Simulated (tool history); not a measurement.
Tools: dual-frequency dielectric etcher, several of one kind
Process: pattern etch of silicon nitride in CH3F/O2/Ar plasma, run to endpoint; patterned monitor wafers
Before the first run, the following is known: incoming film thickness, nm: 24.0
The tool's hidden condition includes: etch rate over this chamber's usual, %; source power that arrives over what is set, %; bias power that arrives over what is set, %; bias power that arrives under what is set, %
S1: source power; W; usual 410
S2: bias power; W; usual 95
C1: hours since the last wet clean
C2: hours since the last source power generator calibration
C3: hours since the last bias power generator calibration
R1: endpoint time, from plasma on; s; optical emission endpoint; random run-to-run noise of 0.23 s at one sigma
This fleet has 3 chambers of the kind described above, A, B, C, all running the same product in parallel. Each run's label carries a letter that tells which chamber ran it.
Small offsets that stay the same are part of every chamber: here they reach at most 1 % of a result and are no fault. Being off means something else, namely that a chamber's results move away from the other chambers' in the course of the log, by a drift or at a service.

run 1B hour=8.1 | S1=410 S2=95 | C1=198.2 C2=674.8 C3=3959.4 | R1=31.682
run 2A hour=14.3 | S1=410 S2=95 | C1=34 C2=1420.6 C3=2637.9 | R1=31.484
-- hour=17.6 chamber C: wet clean of the chamber
run 3C hour=22.2 | S1=410 S2=95 | C1=4.6 C2=767.5 C3=1448.1 | R1=30.846
run 4C hour=28.7 | S1=410 S2=95 | C1=11.1 C2=774 C3=1454.6 | R1=30.929
run 5A hour=34.7 | S1=410 S2=95 | C1=54.4 C2=1441 C3=2658.3 | R1=31.158
run 6B hour=40.5 | S1=410 S2=95 | C1=230.6 C2=707.2 C3=3991.8 | R1=31.387
run 7B hour=50.3 | S1=410 S2=95 | C1=240.4 C2=717 C3=4001.6 | R1=31.254
run 8C hour=55.1 | S1=410 S2=95 | C1=37.5 C2=800.4 C3=1481 | R1=30.858
-- hour=60.2 chamber A: bias power generator calibrated
run 9A hour=63.3 | S1=410 S2=95 | C1=83 C2=1469.6 C3=3.2 | R1=31.057
run 10B hour=68.4 | S1=410 S2=95 | C1=258.5 C2=735.1 C3=4019.7 | R1=31.611
run 11A hour=73.5 | S1=410 S2=95 | C1=93.2 C2=1479.8 C3=13.4 | R1=31.078
run 12C hour=81.7 | S1=410 S2=95 | C1=64.1 C2=827 C3=1507.6 | R1=31.001
run 13B hour=92.1 | S1=410 S2=95 | C1=282.2 C2=758.8 C3=4043.4 | R1=31.464
run 14C hour=97.8 | S1=410 S2=95 | C1=80.2 C2=843.1 C3=1523.7 | R1=30.568
run 15A hour=105 | S1=410 S2=95 | C1=124.7 C2=1511.3 C3=44.9 | R1=30.608
run 16B hour=113.6 | S1=410 S2=95 | C1=303.7 C2=780.3 C3=4064.9 | R1=31.554
run 17A hour=122 | S1=410 S2=95 | C1=141.7 C2=1528.3 C3=61.9 | R1=30.856
run 18C hour=129.2 | S1=410 S2=95 | C1=111.6 C2=874.5 C3=1555.1 | R1=30.914
run 19C hour=137.8 | S1=410 S2=95 | C1=120.2 C2=883.1 C3=1563.7 | R1=30.691
run 20B hour=142.8 | S1=410 S2=95 | C1=332.9 C2=809.5 C3=4094.1 | R1=31.658
run 21A hour=152.5 | S1=410 S2=106 | C1=172.2 C2=1558.8 C3=92.4 | R1=29.674
run 22C hour=158.3 | S1=410 S2=106 | C1=140.7 C2=903.6 C3=1584.2 | R1=29.979
run 23A hour=167.5 | S1=410 S2=106 | C1=187.2 C2=1573.8 C3=107.4 | R1=30.216
run 24B hour=176.4 | S1=410 S2=95 | C1=366.5 C2=843.1 C3=4127.7 | R1=31.464
run 25A hour=186.2 | S1=410 S2=95 | C1=205.9 C2=1592.5 C3=126.1 | R1=30.77
run 26B hour=195.4 | S1=410 S2=95 | C1=385.5 C2=862.1 C3=4146.7 | R1=31.632
run 27C hour=202.9 | S1=410 S2=95 | C1=185.3 C2=948.2 C3=1628.8 | R1=30.685
run 28C hour=208.6 | S1=410 S2=95 | C1=191 C2=953.9 C3=1634.5 | R1=31.047
run 29A hour=214.7 | S1=410 S2=95 | C1=234.4 C2=1621 C3=154.6 | R1=31.181

Has any chamber moved away from the others, gradually or after a service, or does the common gauge drift, or do the chambers differ only by their own small steady offsets? State the chamber and the most likely cause if one applies.

No chamber stands off beyond its own small offset, and the gauge holds steady.
